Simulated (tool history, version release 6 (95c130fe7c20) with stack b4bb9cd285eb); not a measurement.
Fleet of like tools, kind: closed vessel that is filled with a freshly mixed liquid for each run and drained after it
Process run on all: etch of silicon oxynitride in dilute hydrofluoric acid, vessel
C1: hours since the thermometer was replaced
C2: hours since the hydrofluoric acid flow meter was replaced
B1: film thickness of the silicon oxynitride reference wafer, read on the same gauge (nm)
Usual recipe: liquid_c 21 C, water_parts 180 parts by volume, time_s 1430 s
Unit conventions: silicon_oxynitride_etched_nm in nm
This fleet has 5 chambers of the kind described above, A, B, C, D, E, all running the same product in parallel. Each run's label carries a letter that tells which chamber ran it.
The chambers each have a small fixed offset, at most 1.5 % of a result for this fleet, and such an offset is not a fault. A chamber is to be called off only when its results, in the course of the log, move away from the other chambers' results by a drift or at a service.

Run 1A, hour 7: usual settings; C1 2259.3; C2 418.5; B1 39.974. Result: silicon_oxynitride_etched_nm 16.802 nm.
Run 2C, hour 14.1: usual settings; C1 1709.3; C2 2208.8; B1 39.978. Result: silicon_oxynitride_etched_nm 16.503 nm.
Run 3E, hour 22.5: usual settings; C1 2066.4; C2 85.3; B1 39.954. Result: silicon_oxynitride_etched_nm 16.646 nm.
At hour 26.9: chamber D: hydrofluoric acid flow meter replaced.
At hour 32.6: chamber C: hydrofluoric acid flow meter replaced.
Run 4D, hour 32.8: usual settings; C1 780.3; C2 5.9; B1 39.994. Result: silicon_oxynitride_etched_nm 16.804 nm.
Run 5B, hour 40.2: usual settings; C1 570.9; C2 784.5; B1 40.015. Result: silicon_oxynitride_etched_nm 16.788 nm.
Run 6A, hour 51.2: usual settings; C1 2303.5; C2 462.7; B1 39.963. Result: silicon_oxynitride_etched_nm 16.813 nm.
Run 7C, hour 59.5: usual settings; C1 1754.7; C2 26.9; B1 40.001. Result: silicon_oxynitride_etched_nm 16.814 nm.
At hour 72.1: chamber B: thermometer replaced.
Run 8B, hour 72.4: usual settings; C1 0.3; C2 816.7; B1 40.001. Result: silicon_oxynitride_etched_nm 16.724 nm.
Run 9E, hour 82.9: usual settings; C1 2126.8; C2 145.7; B1 40.002. Result: silicon_oxynitride_etched_nm 16.51 nm.
Run 10D, hour 92.8: usual settings; C1 840.3; C2 65.9; B1 39.985. Result: silicon_oxynitride_etched_nm 16.929 nm.
Run 11E, hour 104.9: usual settings; C1 2148.8; C2 167.7; B1 40.016. Result: silicon_oxynitride_etched_nm 16.53 nm.
At hour 109.7: chamber A: thermometer replaced.
Run 12D, hour 113.4: usual settings; C1 860.9; C2 86.5; B1 40.015. Result: silicon_oxynitride_etched_nm 16.761 nm.
Run 13B, hour 120: usual settings; C1 47.9; C2 864.3; B1 40.036. Result: silicon_oxynitride_etched_nm 16.641 nm.
Run 14A, hour 133.1: usual settings; C1 23.5; C2 544.6; B1 40.005. Result: silicon_oxynitride_etched_nm 16.641 nm.
Run 15C, hour 142.2: usual settings but water_parts 125 parts by volume; C1 1837.4; C2 109.6; B1 39.999. Result: silicon_oxynitride_etched_nm 24.998 nm.
Run 16A, hour 152.7: usual settings but water_parts 125 parts by volume; C1 43.1; C2 564.2; B1 40.033. Result: silicon_oxynitride_etched_nm 24.96 nm.
Run 17B, hour 161.4: usual settings but water_parts 125 parts by volume; C1 89.3; C2 905.7; B1 39.966. Result: silicon_oxynitride_etched_nm 25.052 nm.
Run 18D, hour 172: usual settings but water_parts 125 parts by volume; C1 919.5; C2 145.1; B1 40.017. Result: silicon_oxynitride_etched_nm 24.913 nm.
Run 19C, hour 185.1: usual settings but water_parts 125 parts by volume; C1 1880.3; C2 152.5; B1 40.026. Result: silicon_oxynitride_etched_nm 24.664 nm.
Run 20E, hour 192.7: usual settings but liquid_c 22.5 C, water_parts 115 parts by volume; C1 2236.6; C2 255.5; B1 39.981. Result: silicon_oxynitride_etched_nm 29.068 nm.
Run 21C, hour 205: usual settings but liquid_c 22.5 C, water_parts 115 parts by volume; C1 1900.2; C2 172.4; B1 40.019. Result: silicon_oxynitride_etched_nm 29.27 nm.
At hour 214.7: chamber E: thermometer replaced.
Run 22B, hour 214.9: usual settings but liquid_c 22.5 C, water_parts 115 parts by volume; C1 142.8; C2 959.2; B1 39.967. Result: silicon_oxynitride_etched_nm 30.057 nm.
Run 23E, hour 221.8: usual settings but liquid_c 22.5 C, water_parts 115 parts by volume; C1 7.1; C2 284.6; B1 40.011. Result: silicon_oxynitride_etched_nm 28.932 nm.
Run 24D, hour 232.5: usual settings but liquid_c 22.5 C, water_parts 115 parts by volume; C1 980; C2 205.6; B1 39.989. Result: silicon_oxynitride_etched_nm 29.747 nm.
Run 25A, hour 243.3: usual settings; C1 133.7; C2 654.8; B1 40.048. Result: silicon_oxynitride_etched_nm 16.606 nm.
Run 26E, hour 251.5: usual settings; C1 36.8; C2 314.3; B1 39.947. Result: silicon_oxynitride_etched_nm 16.48 nm.
Run 27B, hour 257.7: usual settings; C1 185.6; C2 1002; B1 40.019. Result: silicon_oxynitride_etched_nm 16.804 nm.
Run 28A, hour 267.4: usual settings; C1 157.8; C2 678.9; B1 40.009. Result: silicon_oxynitride_etched_nm 16.791 nm.
At hour 277.1: chamber B: hydrofluoric acid flow meter replaced.
Run 29D, hour 280.1: usual settings; C1 1027.6; C2 253.2; B1 40.017. Result: silicon_oxynitride_etched_nm 17.139 nm.
At hour 283.2: chamber A: hydrofluoric acid flow meter replaced.
Run 30C, hour 288.2: usual settings but water_parts 110 parts by volume, time_s 1160 s; C1 1983.4; C2 255.6; B1 40.06. Result: silicon_oxynitride_etched_nm 22.812 nm.
Run 31B, hour 295.1: usual settings but water_parts 110 parts by volume, time_s 1160 s; C1 223; C2 18; B1 40.013. Result: silicon_oxynitride_etched_nm 23.641 nm.
Run 32A, hour 304.1: usual settings but water_parts 110 parts by volume, time_s 1160 s; C1 194.5; C2 20.9; B1 39.985. Result: silicon_oxynitride_etched_nm 23.001 nm.
Run 33E, hour 312.9: usual settings but water_parts 110 parts by volume, time_s 1160 s; C1 98.2; C2 375.7; B1 40.007. Result: silicon_oxynitride_etched_nm 22.969 nm.
Run 34D, hour 319: usual settings but water_parts 110 parts by volume, time_s 1160 s; C1 1066.5; C2 292.1; B1 39.989. Result: silicon_oxynitride_etched_nm 24.072 nm.
Run 35C, hour 325.9: usual settings; C1 2021.1; C2 293.3; B1 39.978. Result: silicon_oxynitride_etched_nm 16.646 nm.
Run 36E, hour 333.7: usual settings; C1 119; C2 396.5; B1 40.022. Result: silicon_oxynitride_etched_nm 16.538 nm.
Run 37B, hour 347.1: usual settings; C1 275; C2 70; B1 40.04. Result: silicon_oxynitride_etched_nm 16.785 nm.
Run 38C, hour 358: usual settings; C1 2053.2; C2 325.4; B1 39.992. Result: silicon_oxynitride_etched_nm 16.789 nm.
Run 39A, hour 364.2: usual settings; C1 254.6; C2 81; B1 40.009. Result: silicon_oxynitride_etched_nm 16.733 nm.
Run 40D, hour 376: usual settings; C1 1123.5; C2 349.1; B1 39.959. Result: silicon_oxynitride_etched_nm 17.533 nm.
Run 41D, hour 384.2: usual settings; C1 1131.7; C2 357.3; B1 39.987. Result: silicon_oxynitride_etched_nm 17.598 nm.
Run 42C, hour 394.1: usual settings; C1 2089.3; C2 361.5; B1 39.99. Result: silicon_oxynitride_etched_nm 16.667 nm.
Run 43A, hour 404.5: usual settings; C1 294.9; C2 121.3; B1 39.955. Result: silicon_oxynitride_etched_nm 16.671 nm.

All chambers now run identical settings, listed one chamber a line with results as question marks. What results will each chamber show?
Run 44A, hour 414.8: usual settings but water_parts 260 parts by volume. Result: silicon_oxynitride_etched_nm ?.
Run 44B, hour 414.8: usual settings but water_parts 260 parts by volume. Result: silicon_oxynitride_etched_nm ?.
Run 44C, hour 414.8: usual settings but water_parts 260 parts by volume. Result: silicon_oxynitride_etched_nm ?.
Run 44D, hour 414.8: usual settings but water_parts 260 parts by volume. Result: silicon_oxynitride_etched_nm ?.
Run 44E, hour 414.8: usual settings but water_parts 260 parts by volume. Result: silicon_oxynitride_etched_nm ?.

run  silicon_oxynitride_etched_nm
44A                        11.006
44B                        11.059
44C                        10.939
44D                        11.722
44E                        10.921

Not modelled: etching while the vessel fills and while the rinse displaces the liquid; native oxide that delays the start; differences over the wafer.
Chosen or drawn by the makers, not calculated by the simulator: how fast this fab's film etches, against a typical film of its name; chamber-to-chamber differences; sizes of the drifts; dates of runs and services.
